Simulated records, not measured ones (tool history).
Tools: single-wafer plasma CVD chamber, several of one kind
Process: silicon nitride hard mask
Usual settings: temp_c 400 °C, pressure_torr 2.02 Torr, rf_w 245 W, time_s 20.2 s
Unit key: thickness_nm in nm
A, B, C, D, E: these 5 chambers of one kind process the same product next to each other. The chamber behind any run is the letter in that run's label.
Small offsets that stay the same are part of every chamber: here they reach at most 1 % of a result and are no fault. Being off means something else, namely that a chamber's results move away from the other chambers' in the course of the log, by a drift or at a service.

run   hour  temp_c  pressure_torr  rf_w  time_s  hours since the last thermocouple change  hours since the last RF generator calibration  hours since the last manometer calibration  read-back reference wafer on the same gauge, thickness_nm  thickness_nm
 1A    4.0     400           2.02   245    20.2                                     431.3                                          699.4                                      1386.6                                                     20.007        21.503
 2D   11.3     400           2.02   245    20.2                                     193.8                                         1250.7                                      2341.1                                                     19.998        21.694
 3E   15.5     400           2.02   245    20.2                                     536.7                                         1676.1                                       532.5                                                     19.998        21.727
 4B   23.7     400           2.02   245    20.2                                    1157.1                                         2475.8                                       807.4                                                     19.998        21.740
 5C   29.4     400           2.46   245    20.2                                    1790.7                                         1468.6                                      1320.2                                                     19.989        22.584
      33.0  -- chamber A: capacitance manometer re-zeroed and calibrated
 6A   33.7     400           2.46   245    20.2                                     461.0                                          729.1                                         0.8                                                     20.006        22.631
 7D   38.4     400           2.46   245    20.2                                     220.9                                         1277.8                                      2368.2                                                     19.986        22.719
 8C   45.4     400           2.46   245    20.2                                    1806.7                                         1484.6                                      1336.2                                                     20.005        22.619
 9E   52.7     400           2.46   245    20.2                                     573.9                                         1713.3                                       569.7                                                     20.003        22.871
10B   57.6     400           2.02   245    20.2                                    1191.0                                         2509.7                                       841.3                                                     20.008        21.737
      59.2  -- chamber D: capacitance manometer re-zeroed and calibrated
11E   63.9     400           2.02   245    20.2                                     585.1                                         1724.5                                       580.9                                                     19.996        21.695
12C   69.1     400           2.02   245    20.2                                    1830.4                                         1508.3                                      1359.9                                                     19.992        21.511
13D   73.5     400           2.02   245    20.2                                     256.0                                         1312.9                                        14.4                                                     19.997        21.979
14B   78.5     400           2.02   245    17.5                                    1211.9                                         2530.6                                       862.2                                                     19.982        18.763
15A   85.9     400           2.02   245    17.5                                     513.2                                          781.3                                        53.0                                                     19.997        18.697
16A   91.4     400           2.02   245    17.5                                     518.7                                          786.8                                        58.5                                                     19.992        18.703
17B   98.7     400           2.02   245    17.5                                    1232.1                                         2550.8                                       882.4                                                     20.001        18.858
18C  105.6     400           2.02   245    17.5                                    1866.9                                         1544.8                                      1396.4                                                     19.994        18.598
19E  109.7     400           2.02   245    20.2                                     630.9                                         1770.3                                       626.7                                                     20.009        21.686
20D  114.7     400           2.02   245    20.2                                     297.2                                         1354.1                                        55.6                                                     19.994        21.934
21B  118.7     400           2.02   245    20.2                                    1252.1                                         2570.8                                       902.4                                                     20.010        21.789
22D  124.7     400           2.02   245    20.2                                     307.2                                         1364.1                                        65.6                                                     20.003        22.014
23E  129.3     400           2.02   245    20.2                                     650.5                                         1789.9                                       646.3                                                     20.003        21.757
24A  133.2     400           2.02   245    20.2                                     560.5                                          828.6                                       100.3                                                     19.999        21.509
25C  140.3     400           2.02   245    20.2                                    1901.6                                         1579.5                                      1431.1                                                     20.001        21.513
26A  147.1     400           2.02   245    20.2                                     574.4                                          842.5                                       114.2                                                     20.009        21.538
27D  152.1     386           2.02   245    20.2                                     334.6                                         1391.5                                        93.0                                                     19.996        22.157
28C  157.7     386           2.02   245    20.2                                    1919.0                                         1596.9                                      1448.5                                                     20.009        21.696
     159.7  -- chamber B: RF generator calibrated
29E  165.6     386           2.02   245    20.2                                     686.8                                         1826.2                                       682.6                                                     19.996        21.817
30B  173.4     386           2.02   245    20.2                                    1306.8                                           13.8                                       957.1                                                     20.001        21.929
31A  181.0     386           2.02   245    20.2                                     608.3                                          876.4                                       148.1                                                     20.000        21.634

All 5 chambers run these settings next. Forecast each chamber's results:
32A  187.3     400           2.02   245    20.2                                                                                                                                                                                                             ?
32B  187.3     400           2.02   245    20.2                                                                                                                                                                                                             ?
32C  187.3     400           2.02   245    20.2                                                                                                                                                                                                             ?
32D  187.3     400           2.02   245    20.2                                                                                                                                                                                                             ?
32E  187.3     400           2.02   245    20.2                                                                                                                                                                                                             ?

run  thickness_nm
32A        21.545
32B        21.725
32C        21.534
32D        21.980
32E        21.654
